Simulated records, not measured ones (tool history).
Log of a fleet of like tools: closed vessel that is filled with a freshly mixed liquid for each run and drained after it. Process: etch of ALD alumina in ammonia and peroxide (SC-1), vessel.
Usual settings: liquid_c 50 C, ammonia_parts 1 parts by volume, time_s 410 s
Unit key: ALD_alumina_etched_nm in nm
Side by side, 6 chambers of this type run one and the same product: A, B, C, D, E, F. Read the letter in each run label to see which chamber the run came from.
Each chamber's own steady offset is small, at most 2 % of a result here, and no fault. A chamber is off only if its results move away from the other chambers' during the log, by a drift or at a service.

| run | day | liquid_c | ammonia_parts | time_s | hours since the thermometer was replaced | hours since the ammonia flow meter was replaced | hours since the drum of ammonia solution was connected | read-back film thickness of the ALD alumina reference wafer, read on the same gauge (nm) | ALD_alumina_etched_nm |
|---|---|---|---|---|---|---|---|---|---|
| 1E | 0.112 | 50 | 1 | 410 | 543.3 | 1151.2 | 172.3 | 89.97 | 13.994 |
|  | 0.188 | chamber B: ammonia flow meter replaced |
| 2A | 0.246 | 50 | 1 | 410 | 321.6 | 122.7 | 820.4 | 90.008 | 14.067 |
| 3D | 0.454 | 50 | 1 | 410 | 340.7 | 341.7 | 447.1 | 90.006 | 14.176 |
| 4B | 0.654 | 50 | 1 | 410 | 104.6 | 11.2 | 635.5 | 90.021 | 13.938 |
| 5C | 0.783 | 50 | 1 | 410 | 1812.7 | 824.8 | 37.6 | 90.018 | 14.194 |
| 6F | 0.996 | 50 | 1 | 410 | 216.7 | 50.8 | 283.7 | 90.006 | 13.921 |
| 7A | 1.162 | 50 | 1 | 410 | 343.6 | 144.7 | 842.4 | 90.03 | 14.185 |
| 8F | 1.329 | 50 | 1 | 410 | 224.7 | 58.8 | 291.7 | 89.982 | 13.789 |
| 9D | 1.479 | 50 | 1 | 410 | 365.3 | 366.3 | 471.7 | 90.01 | 14.268 |
| 10B | 1.654 | 50 | 1 | 560 | 128.6 | 35.2 | 659.5 | 89.996 | 19.138 |
| 11E | 1.883 | 50 | 1 | 560 | 585.8 | 1193.7 | 214.8 | 89.984 | 19.127 |
| 12C | 2.042 | 50 | 1 | 560 | 1842.9 | 855 | 67.8 | 90.034 | 19.347 |
| 13C | 2.25 | 50 | 1 | 560 | 1847.9 | 860 | 72.8 | 89.992 | 19.209 |
| 14A | 2.383 | 50 | 1 | 560 | 372.9 | 174 | 871.7 | 89.982 | 19.481 |
| 15F | 2.567 | 50 | 1 | 560 | 254.4 | 88.5 | 321.4 | 90.003 | 18.79 |
| 16E | 2.758 | 50 | 1 | 410 | 606.8 | 1214.7 | 235.8 | 89.996 | 13.954 |
| 17B | 2.996 | 50 | 1 | 410 | 160.8 | 67.4 | 691.7 | 90.008 | 14.049 |
| 18D | 3.183 | 50 | 1 | 410 | 406.2 | 407.2 | 512.6 | 89.998 | 14.145 |
| 19E | 3.329 | 50 | 1 | 410 | 620.5 | 1228.4 | 249.5 | 90 | 14.085 |
| 20B | 3.479 | 50 | 1 | 410 | 172.4 | 79 | 703.3 | 90 | 13.978 |
| 21C | 3.704 | 50 | 1.2 | 410 | 1882.8 | 894.9 | 107.7 | 90.03 | 14.549 |
| 22D | 3.871 | 50 | 1.2 | 410 | 422.7 | 423.7 | 529.1 | 90.01 | 14.459 |
| 23A | 3.992 | 50 | 1.2 | 410 | 411.5 | 212.6 | 910.3 | 89.998 | 14.42 |
| 24F | 4.154 | 50 | 1.2 | 410 | 292.5 | 126.6 | 359.5 | 90.013 | 14.074 |
| 25C | 4.392 | 50 | 1.2 | 410 | 1899.3 | 911.4 | 124.2 | 89.982 | 14.377 |
| 26A | 4.521 | 50 | 1.2 | 410 | 424.2 | 225.3 | 923 | 89.985 | 14.384 |
| 27E | 4.688 | 50 | 0.65 | 410 | 653.1 | 1261 | 282.1 | 90.004 | 13.857 |
| 28B | 4.812 | 50 | 0.65 | 410 | 204.4 | 111 | 735.3 | 89.996 | 13.373 |
| 29F | 4.929 | 50 | 0.65 | 410 | 311.1 | 145.2 | 378.1 | 89.999 | 13.357 |
| 30D | 5.092 | 50 | 0.65 | 410 | 452 | 453 | 558.4 | 90.013 | 13.845 |
|  | 5.158 | chamber A: new drum of ammonia solution connected |
| 31C | 5.3 | 50 | 0.65 | 410 | 1921.1 | 933.2 | 146 | 89.995 | 13.57 |
| 32F | 5.442 | 50 | 0.65 | 410 | 323.4 | 157.5 | 390.4 | 90.003 | 13.312 |
| 33D | 5.65 | 50 | 1 | 410 | 465.4 | 466.4 | 571.8 | 90.01 | 14.296 |
| 34B | 5.8 | 50 | 1 | 410 | 228.1 | 134.7 | 759 | 90.012 | 13.904 |
| 35E | 5.983 | 50 | 1 | 410 | 684.2 | 1292.1 | 313.2 | 89.998 | 14.866 |
|  | 6.008 | chamber C: ammonia flow meter replaced |
| 36A | 6.192 | 50 | 1 | 410 | 464.3 | 265.4 | 24.8 | 90.014 | 13.985 |
| 37E | 6.433 | 56.5 | 1 | 510 | 695 | 1302.9 | 324 | 90.004 | 25.863 |
| 38D | 6.671 | 56.5 | 1 | 510 | 489.9 | 490.9 | 596.3 | 90.005 | 24.95 |
| 39C | 6.912 | 56.5 | 1 | 510 | 1959.8 | 21.7 | 184.7 | 89.997 | 25.067 |
| 40B | 7.062 | 56.5 | 1 | 510 | 258.4 | 165 | 789.3 | 89.998 | 24.658 |
| 41A | 7.254 | 56.5 | 1 | 510 | 489.8 | 290.9 | 50.3 | 89.998 | 24.594 |
| 42F | 7.512 | 56.5 | 1 | 510 | 373.1 | 207.2 | 440.1 | 89.992 | 24.224 |

What goes on in this fleet: one chamber off, a drifting gauge, or nothing beyond the chambers' own small offsets? Name the chamber and the cause, if any.

Little by little, chamber E moves away from the other chambers.
What lies behind it: liquid hotter than its thermometer reads (K) = 1.6.

Below are 4 candidate recipes for chamber E's next run, each the usual settings with a change, their results shown as question marks. Which of them brings E's results back in line with what the other chambers give on the usual settings?
In line here means within this much of the mean the other chambers give on the usual settings: ALD_alumina_etched_nm 0.31 nm
| 43E-1 | 7.7 | 48.5 | 1 | 410 |  |  |  |  | ? |
| 43E-2 | 7.7 | 48.5 | 1 | 370 |  |  |  |  | ? |
| 43E-3 | 7.7 | 50.5 | 1 | 430 |  |  |  |  | ? |
| 43E-4 | 7.7 | 51.5 | 1 | 450 |  |  |  |  | ? |

On the usual settings, the other chambers give on average: ALD_alumina_etched_nm 14.067 nm
| run | ALD_alumina_etched_nm |
|---|---|
| 43E-1 | 14.024 |
| 43E-2 | 12.656 |
| 43E-3 | 16.395 |
| 43E-4 | 18.1 |
It is 43E-1 that realigns the chamber with its peers.
